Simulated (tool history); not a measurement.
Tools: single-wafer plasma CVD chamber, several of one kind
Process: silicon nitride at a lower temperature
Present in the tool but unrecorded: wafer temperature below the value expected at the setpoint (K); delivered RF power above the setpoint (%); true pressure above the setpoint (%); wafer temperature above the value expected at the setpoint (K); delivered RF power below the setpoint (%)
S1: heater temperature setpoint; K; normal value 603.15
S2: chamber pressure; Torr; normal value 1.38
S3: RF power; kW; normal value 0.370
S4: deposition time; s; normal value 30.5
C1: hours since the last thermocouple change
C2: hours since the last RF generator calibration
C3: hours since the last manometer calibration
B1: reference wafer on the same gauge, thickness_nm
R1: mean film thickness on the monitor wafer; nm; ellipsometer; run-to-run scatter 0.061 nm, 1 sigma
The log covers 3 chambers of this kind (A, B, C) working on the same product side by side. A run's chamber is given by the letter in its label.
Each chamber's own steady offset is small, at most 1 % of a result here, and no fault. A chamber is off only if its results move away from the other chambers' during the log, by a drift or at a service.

run   hour      S1    S2     S3    S4      C1      C2      C3      B1      R1
 1A    9.9  603.15  1.38  0.370  30.5  1151.8  1086.7   287.8  31.993  40.107
 2C   20.9  603.15  1.38  0.370  30.5  1441.1  1085.6  1225.2  31.978  39.977
 3B   29.0  603.15  1.38  0.370  30.5   938.8   662.0   648.5  31.971  39.868
 4B   38.0  603.15  1.38  0.370  30.5   947.8   671.0   657.5  31.965  39.890
 5A   49.0  603.15  1.38  0.370  30.5  1190.9  1125.8   326.9  31.953  40.128
 6C   57.8  603.15  1.18  0.370  30.5  1478.0  1122.5  1262.1  31.940  38.147
 7A   67.7  603.15  1.18  0.370  30.5  1209.6  1144.5   345.6  31.952  38.215
 8C   79.8  603.15  1.18  0.370  30.5  1500.0  1144.5  1284.1  31.911  38.000
 9B   89.9  603.15  1.38  0.370  30.5   999.7   722.9   709.4  31.907  39.712
10A   97.9  608.15  1.38  0.370  35.7  1239.8  1174.7   375.8  31.899  46.642
11B  107.0  608.15  1.38  0.370  35.7  1016.8   740.0   726.5  31.890  46.475
12C  114.2  608.15  1.38  0.370  35.7  1534.4  1178.9  1318.5  31.894  46.511
13B  125.3  603.15  1.38  0.370  30.5  1035.1   758.3   744.8  31.871  39.728
14C  139.5  603.15  1.38  0.370  30.5  1559.7  1204.2  1343.8  31.847  39.786
15A  150.8  592.15  1.38  0.370  35.4  1292.7  1227.6   428.7  31.844  46.340
16A  161.0  592.15  1.38  0.370  35.4  1302.9  1237.8   438.9  31.842  46.504
17B  167.6  592.15  1.38  0.370  35.4  1077.4   800.6   787.1  31.827  46.246
18C  175.3  603.15  1.38  0.370  30.5  1595.5  1240.0  1379.6  31.821  39.744
19A  181.7  603.15  1.38  0.370  30.5  1323.6  1258.5   459.6  31.804  40.001
20B  193.6  603.15  1.38  0.370  30.5  1103.4   826.6   813.1  31.793  39.761

Next, every chamber runs the same settings. What will each give?
21A  204.2  603.15  1.07  0.370  30.5                   ?
21B  204.2  603.15  1.07  0.370  30.5                   ?
21C  204.2  603.15  1.07  0.370  30.5                   ?

run      R1
21A  36.953
21B  36.705
21C  36.773
